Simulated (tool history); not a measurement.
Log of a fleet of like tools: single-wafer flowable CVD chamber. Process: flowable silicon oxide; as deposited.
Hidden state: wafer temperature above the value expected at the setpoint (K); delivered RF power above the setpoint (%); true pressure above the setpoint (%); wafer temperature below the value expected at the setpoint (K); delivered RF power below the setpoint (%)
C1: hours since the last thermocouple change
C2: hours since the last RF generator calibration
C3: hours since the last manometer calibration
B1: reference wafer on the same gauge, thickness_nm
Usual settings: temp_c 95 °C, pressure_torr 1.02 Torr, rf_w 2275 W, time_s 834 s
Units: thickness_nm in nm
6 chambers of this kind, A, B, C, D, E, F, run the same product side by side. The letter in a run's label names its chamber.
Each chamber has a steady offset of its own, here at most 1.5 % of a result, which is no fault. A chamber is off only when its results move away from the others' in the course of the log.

{"run": "1E", "day": 0.125, "temp_c": 95, "pressure_torr": 1.02, "rf_w": 2275, "time_s": 834, "C1": 3075.9, "C2": 868.1, "C3": 702.8, "B1": 755.99, "thickness_nm": 817.27}
{"day": 0.246, "done": "chamber A: thermocouple changed; heater temperature recalibrated"}
{"run": "2A", "day": 0.3, "temp_c": 95, "pressure_torr": 1.02, "rf_w": 2275, "time_s": 834, "C1": 1.4, "C2": 659.5, "C3": 1258.5, "B1": 754.96, "thickness_nm": 814.84}
{"run": "3F", "day": 0.421, "temp_c": 95, "pressure_torr": 1.02, "rf_w": 2275, "time_s": 834, "C1": 1767.0, "C2": 1643.5, "C3": 1393.0, "B1": 755.7, "thickness_nm": 828.5}
{"run": "4D", "day": 0.533, "temp_c": 95, "pressure_torr": 1.02, "rf_w": 2275, "time_s": 834, "C1": 262.0, "C2": 203.0, "C3": 232.3, "B1": 756.33, "thickness_nm": 841.45}
{"run": "5C", "day": 0.692, "temp_c": 95, "pressure_torr": 1.02, "rf_w": 2275, "time_s": 834, "C1": 2848.1, "C2": 523.2, "C3": 260.9, "B1": 755.67, "thickness_nm": 830.96}
{"run": "6B", "day": 0.879, "temp_c": 95, "pressure_torr": 1.25, "rf_w": 2275, "time_s": 834, "C1": 1231.3, "C2": 847.0, "C3": 719.1, "B1": 755.77, "thickness_nm": 1044.2}
{"run": "7E", "day": 1.046, "temp_c": 95, "pressure_torr": 1.25, "rf_w": 2275, "time_s": 834, "C1": 3098.0, "C2": 890.2, "C3": 724.9, "B1": 756.26, "thickness_nm": 1022.3}
{"run": "8B", "day": 1.158, "temp_c": 95, "pressure_torr": 1.25, "rf_w": 2275, "time_s": 834, "C1": 1238.0, "C2": 853.7, "C3": 725.8, "B1": 756.54, "thickness_nm": 1051.7}
{"run": "9F", "day": 1.321, "temp_c": 95, "pressure_torr": 1.25, "rf_w": 2275, "time_s": 834, "C1": 1788.6, "C2": 1665.1, "C3": 1414.6, "B1": 757.03, "thickness_nm": 1037.7}
{"run": "10A", "day": 1.438, "temp_c": 95, "pressure_torr": 1.25, "rf_w": 2275, "time_s": 834, "C1": 28.7, "C2": 686.8, "C3": 1285.8, "B1": 756.81, "thickness_nm": 1026.3}
{"run": "11D", "day": 1.529, "temp_c": 95, "pressure_torr": 1.25, "rf_w": 2275, "time_s": 834, "C1": 285.9, "C2": 226.9, "C3": 256.2, "B1": 755.42, "thickness_nm": 1058.3}
{"run": "12C", "day": 1.646, "temp_c": 95, "pressure_torr": 1.02, "rf_w": 2275, "time_s": 834, "C1": 2871.0, "C2": 546.1, "C3": 283.8, "B1": 757.38, "thickness_nm": 836.77}
{"run": "13C", "day": 1.758, "temp_c": 95, "pressure_torr": 1.02, "rf_w": 2275, "time_s": 834, "C1": 2873.7, "C2": 548.8, "C3": 286.5, "B1": 756.71, "thickness_nm": 835.39}
{"run": "14D", "day": 1.883, "temp_c": 95, "pressure_torr": 1.02, "rf_w": 2275, "time_s": 834, "C1": 294.4, "C2": 235.4, "C3": 264.7, "B1": 755.19, "thickness_nm": 832.29}
{"run": "15A", "day": 1.975, "temp_c": 95, "pressure_torr": 1.02, "rf_w": 2275, "time_s": 834, "C1": 41.6, "C2": 699.7, "C3": 1298.7, "B1": 756.77, "thickness_nm": 811.96}
{"run": "16F", "day": 2.146, "temp_c": 95, "pressure_torr": 1.02, "rf_w": 2275, "time_s": 834, "C1": 1808.4, "C2": 1684.9, "C3": 1434.4, "B1": 755.03, "thickness_nm": 816.88}
{"run": "17E", "day": 2.279, "temp_c": 95, "pressure_torr": 1.02, "rf_w": 2275, "time_s": 973, "C1": 3127.6, "C2": 919.8, "C3": 754.5, "B1": 756.69, "thickness_nm": 948.43}
{"day": 2.338, "done": "chamber C: thermocouple changed; heater temperature recalibrated"}
{"run": "18B", "day": 2.379, "temp_c": 95, "pressure_torr": 1.02, "rf_w": 2275, "time_s": 973, "C1": 1267.3, "C2": 883.0, "C3": 755.1, "B1": 755.48, "thickness_nm": 974.34}
{"run": "19B", "day": 2.525, "temp_c": 95, "pressure_torr": 1.02, "rf_w": 2275, "time_s": 973, "C1": 1270.8, "C2": 886.5, "C3": 758.6, "B1": 755.87, "thickness_nm": 978.5}
{"run": "20A", "day": 2.629, "temp_c": 95, "pressure_torr": 1.02, "rf_w": 2275, "time_s": 973, "C1": 57.3, "C2": 715.4, "C3": 1314.4, "B1": 756.36, "thickness_nm": 956.93}
{"run": "21F", "day": 2.792, "temp_c": 95, "pressure_torr": 1.02, "rf_w": 2275, "time_s": 973, "C1": 1823.9, "C2": 1700.4, "C3": 1449.9, "B1": 755.85, "thickness_nm": 955.55}
{"run": "22C", "day": 2.938, "temp_c": 95, "pressure_torr": 1.02, "rf_w": 2275, "time_s": 973, "C1": 14.4, "C2": 577.1, "C3": 314.8, "B1": 755.36, "thickness_nm": 975.3}
{"run": "23E", "day": 3.067, "temp_c": 83, "pressure_torr": 1.02, "rf_w": 2635, "time_s": 834, "C1": 3146.5, "C2": 938.7, "C3": 773.4, "B1": 757.07, "thickness_nm": 1226.5}
{"run": "24D", "day": 3.258, "temp_c": 83, "pressure_torr": 1.02, "rf_w": 2635, "time_s": 834, "C1": 327.4, "C2": 268.4, "C3": 297.7, "B1": 755.85, "thickness_nm": 1247.0}
{"run": "25D", "day": 3.354, "temp_c": 83, "pressure_torr": 1.02, "rf_w": 2635, "time_s": 834, "C1": 329.7, "C2": 270.7, "C3": 300.0, "B1": 755.82, "thickness_nm": 1219.2}
{"run": "26A", "day": 3.446, "temp_c": 83, "pressure_torr": 1.02, "rf_w": 2635, "time_s": 834, "C1": 76.9, "C2": 735.0, "C3": 1334.0, "B1": 755.77, "thickness_nm": 1220.2}
{"run": "27F", "day": 3.6, "temp_c": 83, "pressure_torr": 1.02, "rf_w": 2635, "time_s": 834, "C1": 1843.3, "C2": 1719.8, "C3": 1469.3, "B1": 755.36, "thickness_nm": 1211.5}
{"run": "28B", "day": 3.762, "temp_c": 83, "pressure_torr": 1.02, "rf_w": 2635, "time_s": 834, "C1": 1300.5, "C2": 916.2, "C3": 788.3, "B1": 755.54, "thickness_nm": 1242.6}
{"run": "29E", "day": 3.879, "temp_c": 95, "pressure_torr": 1.02, "rf_w": 2275, "time_s": 834, "C1": 3166.0, "C2": 958.2, "C3": 792.9, "B1": 755.47, "thickness_nm": 820.58}
{"run": "30C", "day": 4.042, "temp_c": 95, "pressure_torr": 1.02, "rf_w": 2275, "time_s": 834, "C1": 40.9, "C2": 603.6, "C3": 341.3, "B1": 755.71, "thickness_nm": 828.78}
{"run": "31F", "day": 4.125, "temp_c": 95, "pressure_torr": 1.02, "rf_w": 2275, "time_s": 834, "C1": 1855.9, "C2": 1732.4, "C3": 1481.9, "B1": 756.74, "thickness_nm": 802.98}
{"run": "32A", "day": 4.254, "temp_c": 95, "pressure_torr": 1.02, "rf_w": 2275, "time_s": 834, "C1": 96.3, "C2": 754.4, "C3": 1353.4, "B1": 757.19, "thickness_nm": 817.41}
{"run": "33E", "day": 4.396, "temp_c": 95, "pressure_torr": 1.02, "rf_w": 2275, "time_s": 834, "C1": 3178.4, "C2": 970.6, "C3": 805.3, "B1": 756.2, "thickness_nm": 823.58}
{"run": "34D", "day": 4.588, "temp_c": 95, "pressure_torr": 1.02, "rf_w": 2275, "time_s": 834, "C1": 359.3, "C2": 300.3, "C3": 329.6, "B1": 755.42, "thickness_nm": 831.28}
{"run": "35C", "day": 4.696, "temp_c": 95, "pressure_torr": 1.02, "rf_w": 2275, "time_s": 834, "C1": 56.6, "C2": 619.3, "C3": 357.0, "B1": 755.25, "thickness_nm": 830.61}
{"run": "36B", "day": 4.871, "temp_c": 95, "pressure_torr": 1.02, "rf_w": 2275, "time_s": 834, "C1": 1327.1, "C2": 942.8, "C3": 814.9, "B1": 755.95, "thickness_nm": 837.46}
{"run": "37E", "day": 4.975, "temp_c": 95, "pressure_torr": 1.02, "rf_w": 2275, "time_s": 834, "C1": 3192.3, "C2": 984.5, "C3": 819.2, "B1": 756.21, "thickness_nm": 822.01}

What goes on in this fleet: one chamber off, a drifting gauge, or nothing beyond the chambers' own small offsets? Name the chamber and the cause, if any.

Chamber F drifts away from the others.
Cause: wafer temperature above the value expected at the setpoint (K) = 1.5.
The log may not tell that from: true pressure below the setpoint (%).

Here are 4 candidates for chamber F's next run, each the usual settings with a change, their results left as question marks. Which one brings its results back in line with what the others give on the usual settings?
In line means no further than this from the other chambers' mean on the usual settings: thickness_nm 17.00 nm
{"run": "38F-1", "day": 5.112, "temp_c": 96, "pressure_torr": 1.01, "rf_w": 2275, "time_s": 830, "thickness_nm": "?"}
{"run": "38F-2", "day": 5.112, "temp_c": 95, "pressure_torr": 1.02, "rf_w": 2280, "time_s": 844, "thickness_nm": "?"}
{"run": "38F-3", "day": 5.112, "temp_c": 95, "pressure_torr": 1.06, "rf_w": 2275, "time_s": 834, "thickness_nm": "?"}
{"run": "38F-4", "day": 5.112, "temp_c": 95, "pressure_torr": 1.01, "rf_w": 2275, "time_s": 831, "thickness_nm": "?"}

The other chambers' mean on the usual settings: thickness_nm 827.97 nm
run=38F-1 thickness_nm=750.91
run=38F-2 thickness_nm=798.78
run=38F-3 thickness_nm=824.54
run=38F-4 thickness_nm=777.05
38F-3 brings the chamber back in line.

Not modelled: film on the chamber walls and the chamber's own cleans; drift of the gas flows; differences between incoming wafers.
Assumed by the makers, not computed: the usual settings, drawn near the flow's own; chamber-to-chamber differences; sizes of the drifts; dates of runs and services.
